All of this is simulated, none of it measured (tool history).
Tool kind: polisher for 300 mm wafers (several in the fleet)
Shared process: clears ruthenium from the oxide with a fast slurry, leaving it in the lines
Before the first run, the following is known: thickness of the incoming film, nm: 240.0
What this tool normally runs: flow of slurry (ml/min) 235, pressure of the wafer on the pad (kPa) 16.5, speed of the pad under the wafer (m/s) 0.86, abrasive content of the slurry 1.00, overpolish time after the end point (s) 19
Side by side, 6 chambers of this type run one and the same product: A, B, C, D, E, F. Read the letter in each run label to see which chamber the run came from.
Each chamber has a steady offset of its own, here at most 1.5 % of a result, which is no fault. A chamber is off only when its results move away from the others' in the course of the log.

run,day,flow of slurry (ml/min),pressure of the wafer on the pad (kPa),speed of the pad under the wafer (m/s),abrasive content of the slurry,overpolish time after the end point (s),time until the end point was called (s),dishing of a wide line in a test structure (nm)
1F,0.146,235,16.5,0.86,1.00,19,89.035,34.742
2A,0.321,235,16.5,0.86,1.00,19,88.924,33.545
# day 0.350: chamber F: worn pad replaced by a new one
# day 0.483: chamber D: worn pad replaced by a new one
3E,0.554,235,16.5,0.86,1.00,19,88.148,35.214
4B,0.767,235,16.5,0.86,1.00,19,90.129,35.310
5D,0.954,235,16.5,0.86,1.00,19,90.575,34.609
# day 1.054: chamber C: slurry nozzle cleaned
# day 1.088: chamber A: slurry nozzle cleaned
6C,1.088,235,16.5,0.86,1.00,19,90.018,36.114
# day 1.133: chamber A: worn pad replaced by a new one
7F,1.300,235,16.5,0.86,1.00,19,91.500,34.994
8C,1.433,235,16.5,0.86,1.00,19,90.404,35.604
9D,1.558,260,11.7,0.86,1.00,19,126.470,26.888
# day 1.592: chamber B: head pressure recalibrated
10B,1.708,260,11.7,0.86,1.00,19,125.600,27.440
# day 1.842: chamber C: worn pad replaced by a new one
11A,1.917,260,11.7,0.86,1.00,19,125.080,27.559
12E,2.067,260,11.7,0.86,1.00,19,126.400,26.887
13A,2.229,260,11.7,0.86,1.00,19,123.770,27.836
14F,2.392,260,11.7,0.86,1.00,19,125.680,27.609
# day 2.529: chamber E: worn pad replaced by a new one
# day 2.529: chamber F: worn pad replaced by a new one
15C,2.617,235,16.5,0.86,0.85,12,96.828,23.757
# day 2.646: chamber C: head pressure recalibrated
16D,2.792,235,16.5,0.86,0.85,12,97.678,23.007
17B,2.950,235,16.5,0.86,0.85,12,95.215,23.043
18E,3.179,235,16.5,0.86,0.85,12,96.294,22.716
19C,3.392,235,16.5,0.86,0.85,12,109.670,20.901
20E,3.525,235,16.5,0.86,0.85,12,96.576,22.342
# day 3.750: chamber B: worn pad replaced by a new one
21F,3.762,235,16.5,0.86,1.15,19,85.063,36.610
22D,3.962,235,16.5,0.86,1.15,19,84.981,36.064
23B,4.188,235,16.5,0.86,1.15,19,83.396,36.957
# day 4.346: chamber A: worn pad replaced by a new one
24A,4.392,235,16.5,0.86,1.15,19,84.294,36.880
# day 4.517: chamber F: worn pad replaced by a new one
# day 4.521: chamber D: worn pad replaced by a new one
25B,4.567,235,16.5,0.86,1.15,19,83.938,36.199
26D,4.721,235,16.5,0.86,1.15,19,83.815,36.117
27A,4.892,235,16.5,0.86,1.00,19,90.101,35.033
28F,5.025,235,16.5,0.86,1.00,19,89.986,34.520
29C,5.179,235,16.5,0.86,1.00,19,99.196,32.803
30E,5.321,235,16.5,0.86,1.00,19,88.896,34.581
# day 5.429: chamber D: slurry blender recalibrated
# day 5.550: chamber C: worn pad replaced by a new one
31B,5.562,235,16.5,0.86,1.00,19,89.631,35.135
# day 5.733: chamber E: worn pad replaced by a new one
32D,5.800,235,16.5,0.86,1.00,19,89.363,34.664
33C,5.950,235,16.5,0.86,1.00,19,99.464,32.148
# day 6.129: chamber E: slurry nozzle cleaned
34E,6.175,235,13.8,0.86,1.15,19,100.290,31.575
35F,6.421,235,13.8,0.86,1.15,19,101.920,32.375
36A,6.562,235,13.8,0.86,1.15,19,101.460,31.916
37C,6.717,235,13.8,0.86,1.15,19,112.610,29.056

What goes on in this fleet: one chamber off, a drifting gauge, or nothing beyond the chambers' own small offsets? Name the chamber and the cause, if any.

Chamber C has stood off from the others ever since a service on it.
Likeliest cause: head's pressure below its setpoint, % = 10.7.

Chamber C could run next with any of the 4 candidate recipes listed below; each alters the usual settings, and their results appear as question marks. Which one brings its results back in line with what the other chambers deliver on the usual settings?
Counts as in line when no further than this from what the other chambers average on the usual settings: time until the end point was called (s) 3.000; dishing of a wide line in a test structure (nm) 1.800
38C-1,6.900,235,15.9,0.80,1.00,19,?,?
38C-2,6.900,235,17.2,0.92,1.00,19,?,?
38C-3,6.900,240,17.9,0.96,1.05,18,?,?
38C-4,6.900,230,15.2,0.78,0.95,20,?,?

Usual-settings mean across the other chambers: time until the end point was called (s) 89.512; dishing of a wide line in a test structure (nm) 35.032
run,time until the end point was called (s),dishing of a wide line in a test structure (nm)
38C-1,113.240,30.122
38C-2,90.473,35.784
38C-3,81.296,37.206
38C-4,124.780,29.047
The answer is 38C-2, which returns the chamber to within the allowed miss of the others.
